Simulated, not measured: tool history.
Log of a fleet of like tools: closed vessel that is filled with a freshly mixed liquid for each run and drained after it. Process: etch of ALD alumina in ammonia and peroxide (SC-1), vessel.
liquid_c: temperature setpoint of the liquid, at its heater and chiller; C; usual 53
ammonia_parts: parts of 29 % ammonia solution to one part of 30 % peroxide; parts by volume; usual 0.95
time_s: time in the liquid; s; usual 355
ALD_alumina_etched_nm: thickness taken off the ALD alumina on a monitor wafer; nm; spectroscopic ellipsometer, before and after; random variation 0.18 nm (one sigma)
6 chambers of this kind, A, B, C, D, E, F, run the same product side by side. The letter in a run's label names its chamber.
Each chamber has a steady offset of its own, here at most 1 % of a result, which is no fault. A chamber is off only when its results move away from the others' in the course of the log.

run,hour,liquid_c,ammonia_parts,time_s,hours since the thermometer was replaced,hours since the ammonia flow meter was replaced,hours since the drum of ammonia solution was connected,"read-back film thickness of the ALD alumina reference wafer, read on the same gauge (nm)",ALD_alumina_etched_nm
1D,6.3,53,0.95,355,2536.8,295.2,690.5,29.985,30.403
# hour 10.4: chamber E: new drum of ammonia solution connected
2F,16.4,53,0.95,355,2595.3,554.4,656.3,30.006,30.351
3B,26.1,53,0.95,355,1185.5,2041.2,408.5,29.968,30.332
4C,31.6,53,0.95,355,994.3,1046.2,165,30.054,29.746
# hour 32.5: chamber B: new drum of ammonia solution connected
5A,36.4,47,0.95,355,940.9,717.4,647.2,30.009,21.799
6E,45.4,47,0.95,355,1121.5,321.5,35.1,30,21.636
7F,51.8,47,0.95,355,2630.7,589.8,691.7,29.968,21.705
8C,61,47,0.95,355,1023.7,1075.6,194.4,30.02,21.736
9D,69.5,47,0.95,355,2600,358.4,753.7,29.961,21.742
10E,77.1,47,0.95,355,1153.2,353.2,66.8,30.01,21.637
11B,86.3,53,0.95,355,1245.7,2101.4,53.9,30.061,30.224
# hour 87.7: chamber C: thermometer replaced
# hour 89.1: chamber B: ammonia flow meter replaced
12A,97.1,53,0.95,355,1001.6,778.1,707.9,30.031,30.014
13A,102.1,53,0.95,355,1006.6,783.1,712.9,29.971,30.271
# hour 106.2: chamber F: new drum of ammonia solution connected
14F,112.6,53,0.95,355,2691.5,650.6,6.5,29.979,30.349
# hour 114: chamber C: ammonia flow meter replaced
15D,123,53,0.95,355,2653.5,411.9,807.2,30,30.307
16E,128.3,53,0.95,355,1204.4,404.4,118,30.006,30.229
17B,133.5,53,0.95,355,1292.9,44.4,101.1,29.995,30.082
# hour 135.7: chamber A: thermometer replaced
# hour 139: chamber E: thermometer replaced
18C,142.5,53,0.95,355,54.8,28.6,275.9,29.994,29.769
19A,150.2,53,0.95,355,14.5,831.2,761,30.01,30.137
20D,157.3,53,0.7,450,2687.8,446.2,841.5,29.996,37.587
21E,162.2,53,0.7,450,23.3,438.3,151.9,29.991,37.122
22F,168.6,53,0.7,450,2747.5,706.6,62.5,30.014,36.998
23B,174.6,53,0.7,450,1334,85.5,142.2,30.027,37.503
24C,181.7,53,0.7,450,94,67.8,315.1,29.978,37.033
25C,186.6,53,0.7,450,98.9,72.7,320,30.038,36.986
26D,192.5,53,0.95,355,2723,481.4,876.7,29.98,30.428
# hour 194.7: chamber D: thermometer replaced
27E,198.4,53,0.95,355,59.5,474.5,188.1,30.031,30.28
28B,203.7,53,0.95,355,1363.1,114.6,171.3,30.003,30.284
29F,212.2,53,0.95,355,2791.1,750.2,106.1,29.978,30.209
30A,219.5,53,0.95,355,83.8,900.5,830.3,30.017,30.295
31A,226.3,53,0.95,355,90.6,907.3,837.1,30.001,30.44
32B,235.9,53,0.95,355,1395.3,146.8,203.5,29.953,30.284
33E,241.1,53,0.95,355,102.2,517.2,230.8,29.996,29.888
34C,250.4,53,0.95,355,162.7,136.5,383.8,30.015,30.044
35D,257.1,53,0.95,355,62.5,546,941.3,30.009,30.282
36F,266.4,53,0.95,355,2845.3,804.4,160.3,30.021,30.249
37D,272.1,53,0.95,355,77.5,561,956.3,29.983,30.289
38F,279.4,53,0.95,355,2858.3,817.4,173.3,29.955,29.854
39C,285.1,53,0.95,355,197.4,171.2,418.5,29.957,29.903
40B,293.4,53,0.95,355,1452.8,204.3,261,29.975,30.62

Next, every chamber runs the same settings. What will each give?
41A,301.2,53,0.95,355,,,,,?
41B,301.2,53,0.95,355,,,,,?
41C,301.2,53,0.95,355,,,,,?
41D,301.2,53,0.95,355,,,,,?
41E,301.2,53,0.95,355,,,,,?
41F,301.2,53,0.95,355,,,,,?

run,ALD_alumina_etched_nm
41A,30.19
41B,30.556
41C,30.278
41D,30.678
41E,30.329
41F,30.467
